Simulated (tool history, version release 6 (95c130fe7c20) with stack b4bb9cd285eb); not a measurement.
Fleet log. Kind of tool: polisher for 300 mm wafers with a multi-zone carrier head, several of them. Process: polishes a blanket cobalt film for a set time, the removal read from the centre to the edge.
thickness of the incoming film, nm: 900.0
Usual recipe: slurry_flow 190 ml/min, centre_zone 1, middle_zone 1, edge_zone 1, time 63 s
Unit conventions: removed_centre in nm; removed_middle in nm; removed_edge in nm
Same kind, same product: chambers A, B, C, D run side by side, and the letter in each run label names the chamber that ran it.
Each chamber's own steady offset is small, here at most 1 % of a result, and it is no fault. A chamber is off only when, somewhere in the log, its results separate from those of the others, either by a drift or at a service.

run,hour,slurry_flow,centre_zone,middle_zone,edge_zone,time,removed_centre,removed_middle,removed_edge
1D,4.9,190,1,1,1,63,330.8,329.98,327.3
2C,9.6,190,1,1,1,63,325.79,324.31,328.36
# hour 14.8: chamber D: worn pad replaced by a new one
3B,14.8,190,1,1,1,63,328.65,331.62,328.08
# hour 15: chamber C: slurry nozzle cleaned
4A,18.6,190,1,1,1,63,334.92,330.64,326.97
5B,22.4,190,1,1,1,63,327.87,332.27,329.24
6C,27.1,190,1,1,1,63,332.02,330.11,332.36
# hour 28.8: chamber B: worn pad replaced by a new one
7D,34.6,190,1,1,1,63,327.65,337.33,331.76
8A,38.5,190,1,1,1,63,329.41,329.95,328.78
9A,42.1,190,1,1,1,63,329.29,337.98,327.31
10C,46.4,190,1,1,1,63,328.94,322.39,329.55
11B,50.8,190,1.06,1,1,43,239.31,225.65,226.04
# hour 54.1: chamber C: worn pad replaced by a new one
12D,55.8,190,1.06,1,1,43,240.2,227.43,224.11
13A,59.7,190,1.06,1,1,43,238.9,230.88,223.79
14D,63.5,190,1.06,1,1,43,238.36,223.26,223.45
15B,70.4,190,1,1,1,63,329.06,334.61,330.58
16C,73.8,190,1,1.1,1,63,327.71,361.18,331.54
# hour 76.8: chamber B: centre zone pressure recalibrated
17A,78.5,190,1,1.1,1,63,332.91,359.21,329.1
18D,81.9,190,1,1.1,1,63,331.05,361.17,329.52
# hour 84.9: chamber D: worn pad replaced by a new one
19B,85.6,190,1,1.1,1,63,327.42,353.05,331.49
# hour 90.3: chamber D: centre zone pressure recalibrated
20C,91.6,190,1,1,1,63,326.23,328.76,330.29
21A,99,190,1.12,1,1,63,374.31,331.29,329.02
# hour 99.1: chamber A: worn pad replaced by a new one
22B,103.3,190,1.12,1,1,63,371.31,329.42,330.21
# hour 105.7: chamber D: slurry nozzle cleaned
23D,108.9,190,1.12,1,1,63,375.91,325.15,327.45
# hour 113.6: chamber B: worn pad replaced by a new one
24C,113.6,190,1.12,1,1,63,371.69,331.2,330.36
25D,120.8,190,1,1,1,63,331.49,331.73,325.09
26B,127.4,190,1,1,1,63,327.59,328.97,327.68
# hour 131.3: chamber C: worn pad replaced by a new one
27A,134.4,190,1,1,1,63,327.23,339.03,327.89
28C,139.3,190,1,1,1,63,325.23,320.96,330.17
29B,145.9,190,1,1,1,63,328.03,328.34,328.81

For the next run the whole fleet of 4 chambers uses the same settings. Give each chamber's results:
30A,151.2,135,1,1,1,63,?,?,?
30B,151.2,135,1,1,1,63,?,?,?
30C,151.2,135,1,1,1,63,?,?,?
30D,151.2,135,1,1,1,63,?,?,?

run,removed_centre,removed_middle,removed_edge
30A,309.3,315.88,315.56
30B,303.77,314.19,315.15
30C,306.65,313.12,313.75
30D,309.71,310.1,311.6
